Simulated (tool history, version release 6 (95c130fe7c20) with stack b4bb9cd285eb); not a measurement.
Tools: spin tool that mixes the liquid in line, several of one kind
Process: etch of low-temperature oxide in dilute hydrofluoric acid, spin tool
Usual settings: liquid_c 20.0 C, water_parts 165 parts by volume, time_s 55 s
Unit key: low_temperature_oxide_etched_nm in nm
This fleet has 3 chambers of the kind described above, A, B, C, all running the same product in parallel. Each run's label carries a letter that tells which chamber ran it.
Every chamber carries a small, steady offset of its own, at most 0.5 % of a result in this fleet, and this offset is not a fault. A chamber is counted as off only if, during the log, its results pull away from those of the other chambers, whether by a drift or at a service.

run   hour  liquid_c  water_parts  time_s  hours since the thermometer was replaced  hours since the hydrofluoric acid flow meter was replaced  read-back film thickness of the low-temperature oxide reference wafer, read on the same gauge (nm)  low_temperature_oxide_etched_nm
 1A    9.7      20.0          165      55                                    1800.2                                                     1132.9                                                                                              40.048                           4.3583
 2B   21.2      20.0          165      55                                     847.2                                                       34.5                                                                                              40.027                           4.2618
 3C   29.5      20.0          165      55                                    1259.7                                                      367.5                                                                                              39.979                           4.2187
 4A   42.7      20.0          165      55                                    1833.2                                                     1165.9                                                                                              40.023                           4.2256
 5B   52.7      20.0          165      40                                     878.7                                                       66.0                                                                                              40.026                           3.0895
 6C   61.0      20.0          165      40                                    1291.2                                                      399.0                                                                                              39.970                           3.1198
      68.8  -- chamber A: hydrofluoric acid flow meter replaced
 7B   73.5      20.0          165      40                                     899.5                                                       86.8                                                                                              39.991                           3.1083
 8C   86.6      20.0          165      55                                    1316.8                                                      424.6                                                                                              39.960                           4.2876
 9A   93.2      20.0          165      55                                    1883.7                                                       24.5                                                                                              40.005                           4.3267
10B  105.7      20.0          165      55                                     931.7                                                      119.0                                                                                              39.949                           4.3234
11A  111.9      20.0          165      55                                    1902.4                                                       43.2                                                                                              39.924                           4.2730
12C  118.5      20.0          165      55                                    1348.7                                                      456.5                                                                                              39.997                           4.3018
13B  126.0      20.0          165      55                                     952.0                                                      139.3                                                                                              39.992                           4.2889
14C  132.7      24.5          165      55                                    1362.9                                                      470.7                                                                                              39.992                           5.0590
15A  140.7      24.5          165      55                                    1931.2                                                       72.0                                                                                              40.016                           5.1042
16A  150.9      24.5          165      55                                    1941.4                                                       82.2                                                                                              40.033                           5.1293
17B  159.6      20.0          165      55                                     985.6                                                      172.9                                                                                              40.021                           4.3093
18C  168.4      20.0          165      55                                    1398.6                                                      506.4                                                                                              40.011                           4.2818
19C  177.1      20.0          165      55                                    1407.3                                                      515.1                                                                                              39.988                           4.2946
20B  183.4      20.0          165      55                                    1009.4                                                      196.7                                                                                              40.021                           4.2910
21A  195.9      20.0          165      55                                    1986.4                                                      127.2                                                                                              40.019                           4.3469
22C  207.9      20.0          165      55                                    1438.1                                                      545.9                                                                                              39.970                           4.3444
23A  220.8      20.0          135      75                                    2011.3                                                      152.1                                                                                              40.007                           7.3608
24B  227.7      20.0          135      75                                    1053.7                                                      241.0                                                                                              39.997                           7.3512
25B  236.6      20.0          135      75                                    1062.6                                                      249.9                                                                                              39.988                           7.3715
26A  245.9      20.0          165      55                                    2036.4                                                      177.2                                                                                              39.998                           4.2796
27C  254.6      20.0          165      55                                    1484.8                                                      592.6                                                                                              39.978                           4.2339
28A  264.8      20.0          165      55                                    2055.3                                                      196.1                                                                                              40.048                           4.3226
29B  273.4      20.0          165      55                                    1099.4                                                      286.7                                                                                              40.062                           4.2098
     274.8  -- chamber C: thermometer replaced
30C  280.9      20.0          165      55                                       6.2                                                      618.9                                                                                              40.055                           4.2942
31C  294.0      20.0          165      55                                      19.3                                                      632.0                                                                                              40.017                           4.2873
32B  306.0      20.0          165      55                                    1132.0                                                      319.3                                                                                              40.045                           4.2507
     311.7  -- chamber B: thermometer replaced
     314.2  -- chamber A: thermometer replaced
33A  316.0      20.0          165      55                                       1.8                                                      247.3                                                                                              39.992                           4.2713
34A  328.8      20.0          165      55                                      14.6                                                      260.1                                                                                              40.044                           4.2793
35C  336.3      20.0          165      55                                      61.6                                                      674.3                                                                                              39.935                           4.2944
36B  343.1      20.0          165      55                                      31.4                                                      356.4                                                                                              39.992                           4.2924
37A  355.1      20.0          165      55                                      40.9                                                      286.4                                                                                              40.037                           4.2074
38C  366.4      20.0          165      55                                      91.7                                                      704.4                                                                                              39.963                           4.3134
39B  374.9      20.0          165      55                                      63.2                                                      388.2                                                                                              39.985                           4.3086
40A  381.7      20.0          165      55                                      67.5                                                      313.0                                                                                              40.035                           4.2813

Read the log: is a single chamber off, either drifting away or since a service, is the gauge that measures every chamber drifting, or is nothing wrong beyond small per-chamber offsets? Name any odd chamber and what most likely caused it.

Neither any chamber nor the gauge drifts; the chambers differ only by their own small, steady offsets.
